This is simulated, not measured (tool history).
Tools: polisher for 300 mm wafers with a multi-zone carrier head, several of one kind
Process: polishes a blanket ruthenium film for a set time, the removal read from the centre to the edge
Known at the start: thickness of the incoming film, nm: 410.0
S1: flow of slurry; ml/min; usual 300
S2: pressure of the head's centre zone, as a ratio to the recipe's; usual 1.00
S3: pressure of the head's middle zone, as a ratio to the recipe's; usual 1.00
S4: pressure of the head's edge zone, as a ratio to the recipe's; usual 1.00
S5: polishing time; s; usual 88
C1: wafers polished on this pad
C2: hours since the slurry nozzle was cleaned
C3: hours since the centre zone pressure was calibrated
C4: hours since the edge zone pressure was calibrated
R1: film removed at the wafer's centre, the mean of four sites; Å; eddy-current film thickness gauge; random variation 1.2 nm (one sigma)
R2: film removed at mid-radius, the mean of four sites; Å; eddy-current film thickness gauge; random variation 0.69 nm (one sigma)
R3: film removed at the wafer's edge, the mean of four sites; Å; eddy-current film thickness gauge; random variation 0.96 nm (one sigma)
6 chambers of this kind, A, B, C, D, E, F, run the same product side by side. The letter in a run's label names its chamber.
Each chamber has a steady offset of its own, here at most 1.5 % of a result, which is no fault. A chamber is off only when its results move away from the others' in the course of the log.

At hour 12.2: chamber A: worn pad replaced by a new one.
Run 1A, hour 12.7: usual settings; C1 3; C2 414.8; C3 532.9; C4 590.3. Result: R1 942.22 Å, R2 925.84 Å, R3 933.92 Å.
At hour 16.3: chamber D: worn pad replaced by a new one.
At hour 18.0: chamber E: worn pad replaced by a new one.
Run 2E, hour 21.8: usual settings; C1 27; C2 258.3; C3 355.2; C4 130.9. Result: R1 912.49 Å, R2 923.62 Å, R3 915.62 Å.
Run 3D, hour 36.4: usual settings; C1 143; C2 72.7; C3 42.3; C4 68.9. Result: R1 927.00 Å, R2 908.71 Å, R3 901.59 Å.
Run 4C, hour 45.4: usual settings; C1 518; C2 202.4; C3 335.8; C4 130.3. Result: R1 910.29 Å, R2 922.56 Å, R3 918.20 Å.
At hour 46.5: chamber F: worn pad replaced by a new one.
Run 5B, hour 55.2: usual settings but S4 1.12, S5 75 s; C1 739; C2 415.1; C3 169.6; C4 527.7. Result: R1 773.55 Å, R2 783.14 Å, R3 831.84 Å.
Run 6F, hour 70.4: usual settings but S4 1.12, S5 75 s; C1 170; C2 128.1; C3 148.7; C4 464.7. Result: R1 769.69 Å, R2 779.85 Å, R3 814.11 Å.
Run 7B, hour 78.9: usual settings but S4 1.12, S5 75 s; C1 908; C2 438.8; C3 193.3; C4 551.4. Result: R1 756.15 Å, R2 790.02 Å, R3 819.81 Å.
At hour 85.1: chamber B: worn pad replaced by a new one.
Run 8F, hour 91.8: usual settings but S4 1.12, S5 75 s; C1 323; C2 149.5; C3 170.1; C4 486.1. Result: R1 784.65 Å, R2 771.37 Å, R3 823.03 Å.
Run 9C, hour 100.8: usual settings but S4 1.12, S5 75 s; C1 913; C2 257.8; C3 391.2; C4 185.7. Result: R1 785.50 Å, R2 785.28 Å, R3 819.43 Å.
At hour 107.2: chamber A: worn pad replaced by a new one.
Run 10E, hour 110.0: usual settings but S4 1.12, S5 75 s; C1 656; C2 346.5; C3 443.4; C4 219.1. Result: R1 779.18 Å, R2 776.87 Å, R3 837.60 Å.
At hour 113.7: chamber D: worn pad replaced by a new one.
At hour 117.5: chamber E: slurry nozzle cleaned.
Run 11A, hour 120.7: usual settings; C1 96; C2 522.8; C3 640.9; C4 698.3. Result: R1 928.43 Å, R2 918.04 Å, R3 925.04 Å.
At hour 122.3: chamber E: worn pad replaced by a new one.
Run 12D, hour 133.3: usual settings; C1 139; C2 169.6; C3 139.2; C4 165.8. Result: R1 918.13 Å, R2 902.49 Å, R3 914.45 Å.
At hour 133.5: chamber A: slurry nozzle cleaned.
At hour 146.3: chamber F: worn pad replaced by a new one.
Run 13A, hour 147.3: usual settings; C1 286; C2 13.8; C3 667.5; C4 724.9. Result: R1 947.01 Å, R2 927.86 Å, R3 924.53 Å.
Run 14C, hour 155.0: usual settings; C1 1299; C2 312.0; C3 445.4; C4 239.9. Result: R1 914.20 Å, R2 917.68 Å, R3 916.47 Å.
At hour 155.9: chamber B: edge zone pressure recalibrated.
Run 15F, hour 169.0: usual settings; C1 161; C2 226.7; C3 247.3; C4 563.3. Result: R1 928.82 Å, R2 903.17 Å, R3 893.39 Å.
At hour 178.6: chamber C: worn pad replaced by a new one.
Run 16D, hour 183.4: usual settings; C1 496; C2 219.7; C3 189.3; C4 215.9. Result: R1 928.79 Å, R2 901.52 Å, R3 922.83 Å.
At hour 196.1: chamber A: centre zone pressure recalibrated.
Run 17E, hour 198.7: usual settings; C1 545; C2 81.2; C3 532.1; C4 307.8. Result: R1 941.01 Å, R2 920.86 Å, R3 923.67 Å.
Run 18B, hour 211.7: usual settings; C1 902; C2 571.6; C3 326.1; C4 55.9. Result: R1 905.44 Å, R2 915.30 Å, R3 909.56 Å.
At hour 215.4: chamber D: worn pad replaced by a new one.
At hour 219.2: chamber E: worn pad replaced by a new one.
Run 19D, hour 219.5: usual settings; C1 29; C2 255.8; C3 225.4; C4 252.0. Result: R1 934.52 Å, R2 905.56 Å, R3 921.55 Å.
At hour 221.0: chamber B: worn pad replaced by a new one.
At hour 223.9: chamber A: worn pad replaced by a new one.
Run 20B, hour 226.9: usual settings; C1 42; C2 586.8; C3 341.3; C4 71.1. Result: R1 928.73 Å, R2 923.60 Å, R3 901.26 Å.
Run 21F, hour 233.6: usual settings; C1 622; C2 291.3; C3 311.9; C4 627.9. Result: R1 932.45 Å, R2 913.18 Å, R3 896.79 Å.
At hour 241.9: chamber F: worn pad replaced by a new one.
Run 22A, hour 247.0: usual settings; C1 165; C2 113.5; C3 51.0; C4 824.6. Result: R1 934.54 Å, R2 929.33 Å, R3 914.18 Å.
Run 23C, hour 255.6: usual settings; C1 549; C2 412.6; C3 546.0; C4 340.5. Result: R1 931.54 Å, R2 927.20 Å, R3 924.49 Å.
At hour 261.0: chamber B: slurry nozzle cleaned.
Run 24E, hour 263.1: usual settings; C1 312; C2 145.6; C3 596.5; C4 372.2. Result: R1 913.88 Å, R2 917.34 Å, R3 930.45 Å.
At hour 269.2: chamber F: centre zone pressure recalibrated.
At hour 274.2: chamber A: edge zone pressure recalibrated.
Run 25A, hour 276.6: usual settings; C1 376; C2 143.1; C3 80.6; C4 2.5. Result: R1 956.32 Å, R2 919.61 Å, R3 918.41 Å.
Run 26C, hour 288.4: usual settings; C1 782; C2 445.4; C3 578.8; C4 373.3. Result: R1 925.12 Å, R2 926.65 Å, R3 907.92 Å.
Run 27D, hour 299.2: usual settings; C1 597; C2 335.5; C3 305.1; C4 331.7. Result: R1 926.00 Å, R2 902.75 Å, R3 903.24 Å.
At hour 306.7: chamber E: worn pad replaced by a new one.
Run 28B, hour 307.9: usual settings; C1 619; C2 46.9; C3 422.3; C4 152.1. Result: R1 906.35 Å, R2 933.52 Å, R3 902.74 Å.
At hour 311.1: chamber D: worn pad replaced by a new one.
At hour 320.2: chamber F: worn pad replaced by a new one.
Run 29F, hour 322.4: usual settings; C1 15; C2 380.1; C3 53.3; C4 716.7. Result: R1 908.01 Å, R2 917.84 Å, R3 921.62 Å.
Run 30E, hour 336.2: usual settings; C1 210; C2 218.7; C3 669.6; C4 445.3. Result: R1 898.88 Å, R2 912.91 Å, R3 928.21 Å.
At hour 339.5: chamber A: worn pad replaced by a new one.
Run 31E, hour 344.9: usual settings but S2 1.11, S3 0.92; C1 272; C2 227.4; C3 678.3; C4 454.0. Result: R1 1020.10 Å, R2 855.71 Å, R3 929.72 Å.
Run 32A, hour 357.9: usual settings but S2 1.11, S3 0.92; C1 131; C2 224.4; C3 161.9; C4 83.8. Result: R1 1042.90 Å, R2 859.36 Å, R3 922.25 Å.
Run 33F, hour 365.6: usual settings but S2 1.11, S3 0.92; C1 323; C2 423.3; C3 96.5; C4 759.9. Result: R1 1024.20 Å, R2 834.44 Å, R3 907.79 Å.
At hour 367.9: chamber B: worn pad replaced by a new one.
Run 34D, hour 372.6: usual settings but S2 1.11, S3 0.92; C1 438; C2 408.9; C3 378.5; C4 405.1. Result: R1 1018.20 Å, R2 835.97 Å, R3 892.10 Å.
At hour 373.4: chamber C: worn pad replaced by a new one.
Run 35C, hour 387.3: usual settings but S2 1.11, S3 0.92; C1 99; C2 544.3; C3 677.7; C4 472.2. Result: R1 1027.50 Å, R2 857.48 Å, R3 911.50 Å.
Run 36B, hour 396.5: usual settings but S2 1.11, S3 0.92; C1 203; C2 135.5; C3 510.9; C4 240.7. Result: R1 1036.10 Å, R2 860.78 Å, R3 921.80 Å.
At hour 397.3: chamber D: worn pad replaced by a new one.
Run 37D, hour 404.7: usual settings; C1 53; C2 441.0; C3 410.6; C4 437.2. Result: R1 934.11 Å, R2 896.70 Å, R3 896.47 Å.
At hour 406.8: chamber E: worn pad replaced by a new one.
Run 38F, hour 413.8: usual settings but S4 1.05; C1 666; C2 471.5; C3 144.7; C4 808.1. Result: R1 911.97 Å, R2 898.37 Å, R3 930.61 Å.
Run 39B, hour 425.1: usual settings but S4 1.05; C1 407; C2 164.1; C3 539.5; C4 269.3. Result: R1 931.45 Å, R2 930.57 Å, R3 927.76 Å.
At hour 429.5: chamber E: slurry nozzle cleaned.
At hour 437.4: chamber A: worn pad replaced by a new one.
Run 40A, hour 439.5: usual settings but S4 1.05; C1 15; C2 306.0; C3 243.5; C4 165.4. Result: R1 930.62 Å, R2 918.25 Å, R3 938.67 Å.
Run 41E, hour 451.6: usual settings but S4 1.05; C1 319; C2 22.2; C3 785.0; C4 560.7. Result: R1 917.41 Å, R2 925.73 Å, R3 946.21 Å.

Is one chamber off against the others, does the gauge drift, or is nothing wrong? If a chamber is off, say which, and what the likeliest cause is.

No chamber stands off beyond its own small offset, and the gauge holds steady.
